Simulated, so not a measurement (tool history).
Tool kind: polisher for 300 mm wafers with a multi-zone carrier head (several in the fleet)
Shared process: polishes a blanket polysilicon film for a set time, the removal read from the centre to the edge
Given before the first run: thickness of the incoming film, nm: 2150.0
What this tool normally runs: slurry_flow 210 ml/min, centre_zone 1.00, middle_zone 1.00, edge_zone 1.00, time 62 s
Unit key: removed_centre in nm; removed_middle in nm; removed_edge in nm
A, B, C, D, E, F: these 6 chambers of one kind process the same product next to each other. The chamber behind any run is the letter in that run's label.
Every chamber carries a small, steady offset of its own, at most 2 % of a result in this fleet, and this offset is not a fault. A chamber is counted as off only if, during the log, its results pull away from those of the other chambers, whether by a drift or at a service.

run,day,slurry_flow,centre_zone,middle_zone,edge_zone,time,wafers polished on this pad,hours since the slurry nozzle was cleaned,hours since the centre zone pressure was calibrated,hours since the edge zone pressure was calibrated,removed_centre,removed_middle,removed_edge
1A,0.204,210,1.00,1.00,1.00,62,287,176.1,1118.6,1148.1,406.81,404.12,410.74
# day 0.217: chamber F: worn pad replaced by a new one
# day 0.300: chamber B: worn pad replaced by a new one
2C,0.479,210,1.00,1.00,1.00,62,694,361.1,296.3,673.7,404.00,404.18,403.60
# day 0.608: chamber F: centre zone pressure recalibrated
# day 0.750: chamber B: edge zone pressure recalibrated
3E,0.750,210,1.00,1.00,1.00,62,279,43.0,179.5,1038.1,402.70,406.37,410.74
4B,1.058,210,1.00,1.00,1.00,62,178,99.1,564.9,7.5,400.07,417.66,408.48
# day 1.088: chamber A: worn pad replaced by a new one
5D,1.233,210,1.00,1.00,1.00,62,670,444.2,505.6,361.1,404.53,407.85,408.63
6F,1.379,210,0.89,0.93,1.00,62,272,80.4,18.5,229.7,351.95,376.38,406.43
# day 1.433: chamber D: worn pad replaced by a new one
7E,1.542,210,0.89,0.93,1.00,62,464,62.0,198.5,1057.1,357.66,375.36,394.78
# day 1.562: chamber E: worn pad replaced by a new one
8A,1.746,210,0.89,0.93,1.00,62,154,213.1,1155.6,1185.1,360.75,380.58,408.14
9D,2.033,210,0.89,0.93,1.00,62,140,463.4,524.8,380.3,361.22,377.28,405.78
10F,2.204,210,0.89,0.93,1.00,62,465,100.2,38.3,249.5,354.01,378.81,409.60
11B,2.429,210,0.89,0.93,1.00,62,498,132.0,597.8,40.4,354.24,389.51,401.30
12C,2.712,155,0.95,1.00,1.00,62,1216,414.7,349.9,727.3,358.60,391.37,386.71
# day 2.729: chamber A: centre zone pressure recalibrated
# day 2.946: chamber B: worn pad replaced by a new one
13D,2.962,155,0.95,1.00,1.00,62,358,485.7,547.1,402.6,361.55,380.25,391.39
# day 2.992: chamber C: slurry nozzle cleaned
# day 3.071: chamber C: worn pad replaced by a new one
# day 3.238: chamber D: centre zone pressure recalibrated
14B,3.258,155,0.95,1.00,1.00,62,73,151.9,617.7,60.3,361.74,394.14,390.77
# day 3.292: chamber F: worn pad replaced by a new one
15A,3.450,155,0.95,1.00,1.00,62,552,254.0,17.3,1226.0,355.75,383.14,394.02
# day 3.571: chamber E: worn pad replaced by a new one
16F,3.592,155,0.95,1.00,1.00,62,71,133.5,71.6,282.8,362.28,386.56,391.07
17C,3.850,155,0.95,1.00,1.00,62,183,20.7,377.2,754.6,364.02,397.84,390.47
# day 3.867: chamber A: worn pad replaced by a new one
18E,4.054,210,1.00,1.00,1.00,62,113,122.3,258.8,1117.4,405.21,395.90,403.80
19A,4.229,210,1.00,1.00,1.00,62,84,272.7,36.0,1244.7,399.70,408.37,412.37
# day 4.312: chamber A: edge zone pressure recalibrated
20D,4.471,210,1.00,1.00,1.00,62,711,521.9,29.7,438.8,404.66,408.10,407.26
21C,4.708,210,1.00,1.00,1.00,62,383,41.3,397.8,775.2,410.44,411.65,406.39
# day 4.738: chamber D: worn pad replaced by a new one
# day 4.933: chamber B: centre zone pressure recalibrated
22F,4.967,210,1.00,1.00,1.00,62,392,166.5,104.6,315.8,407.59,399.92,410.04
23E,5.208,210,0.90,1.00,1.00,62,383,150.0,286.5,1145.1,357.84,403.15,407.05
24B,5.458,210,0.90,1.00,1.00,62,587,204.7,12.6,113.1,336.42,418.93,405.09
25F,5.725,210,0.90,1.00,1.00,62,569,184.7,122.8,334.0,360.90,406.89,403.88
# day 5.762: chamber F: worn pad replaced by a new one
# day 5.808: chamber E: worn pad replaced by a new one
26C,5.900,210,0.90,1.00,1.00,62,662,69.9,426.4,803.8,367.28,403.32,402.95
# day 5.904: chamber B: worn pad replaced by a new one
27E,6.062,210,0.90,1.00,1.00,62,59,170.5,307.0,1165.6,355.91,411.08,400.73
28D,6.338,210,0.90,1.00,1.00,62,375,566.7,74.5,483.6,361.08,404.83,408.86
29B,6.608,210,1.00,1.00,1.00,62,164,232.3,40.2,140.7,373.30,407.78,403.91
# day 6.638: chamber A: worn pad replaced by a new one
30A,6.758,210,1.00,1.00,1.00,62,28,333.4,96.7,58.7,395.40,401.00,405.15
31E,7.054,210,1.00,1.00,1.00,62,291,194.3,330.8,1189.4,401.75,410.07,407.31
32A,7.242,210,1.00,1.00,1.11,55,141,345.0,108.3,70.3,354.81,359.51,378.07
33C,7.388,210,1.00,1.00,1.11,55,1010,105.6,462.1,839.5,360.70,361.03,376.43
34D,7.546,210,1.00,1.00,1.11,55,657,595.7,103.5,512.6,365.79,360.87,377.08
35F,7.692,210,1.00,1.00,1.11,55,451,231.9,170.0,381.2,355.37,360.04,375.61
36B,7.917,210,1.00,1.00,1.11,55,470,263.7,71.6,172.1,331.99,364.93,378.11
37B,8.104,210,1.00,1.00,1.11,55,514,268.2,76.1,176.6,330.55,370.08,377.00
# day 8.167: chamber E: worn pad replaced by a new one
# day 8.217: chamber C: worn pad replaced by a new one
# day 8.221: chamber D: worn pad replaced by a new one
38A,8.350,260,1.09,1.00,1.00,62,401,371.6,134.9,96.9,452.85,411.58,413.42
39E,8.562,260,1.09,1.00,1.00,62,93,230.5,367.0,1225.6,461.94,414.38,413.44
40D,8.750,260,1.09,1.00,1.00,62,124,624.6,132.4,541.5,461.89,421.18,415.77
# day 8.962: chamber F: worn pad replaced by a new one
41C,8.988,260,1.09,1.00,1.00,62,180,144.0,500.5,877.9,463.03,419.26,419.38
42F,9.196,260,1.09,1.00,1.00,62,55,268.0,206.1,417.3,458.96,414.63,412.79

Does one chamber stand apart from the rest, does the shared gauge drift, or is all well apart from small per-chamber offsets? Give the chamber and the most likely cause, where there is one.

Chamber B has stood off from the others ever since a service on it.
Cause: centre zone's pressure below its setpoint, % = 5.72.

Which of the 4 candidates below, each the usual settings with something changed and its results left as question marks, puts chamber B back in line with what the other chambers give on the usual settings?
Allowed miss from the other chambers' usual-settings mean, per result, to count as in line: removed_centre 15.00 nm; removed_middle 17.00 nm; removed_edge 11.00 nm
43B-1,9.429,215,1.12,0.94,0.98,63,,,,,?,?,?
43B-2,9.429,215,1.06,0.97,0.99,63,,,,,?,?,?
43B-3,9.429,205,0.88,1.06,1.02,61,,,,,?,?,?
43B-4,9.429,205,0.94,1.03,1.01,61,,,,,?,?,?

Average result of the remaining chambers running the usual settings: removed_centre 404.33 nm; removed_middle 404.98 nm; removed_edge 404.97 nm
run,removed_centre,removed_middle,removed_edge
43B-1,433.84,393.76,406.93
43B-2,408.94,405.47,408.88
43B-3,321.25,423.93,399.61
43B-4,345.21,412.64,397.74
With 43B-2, the chamber falls back in line with the rest.

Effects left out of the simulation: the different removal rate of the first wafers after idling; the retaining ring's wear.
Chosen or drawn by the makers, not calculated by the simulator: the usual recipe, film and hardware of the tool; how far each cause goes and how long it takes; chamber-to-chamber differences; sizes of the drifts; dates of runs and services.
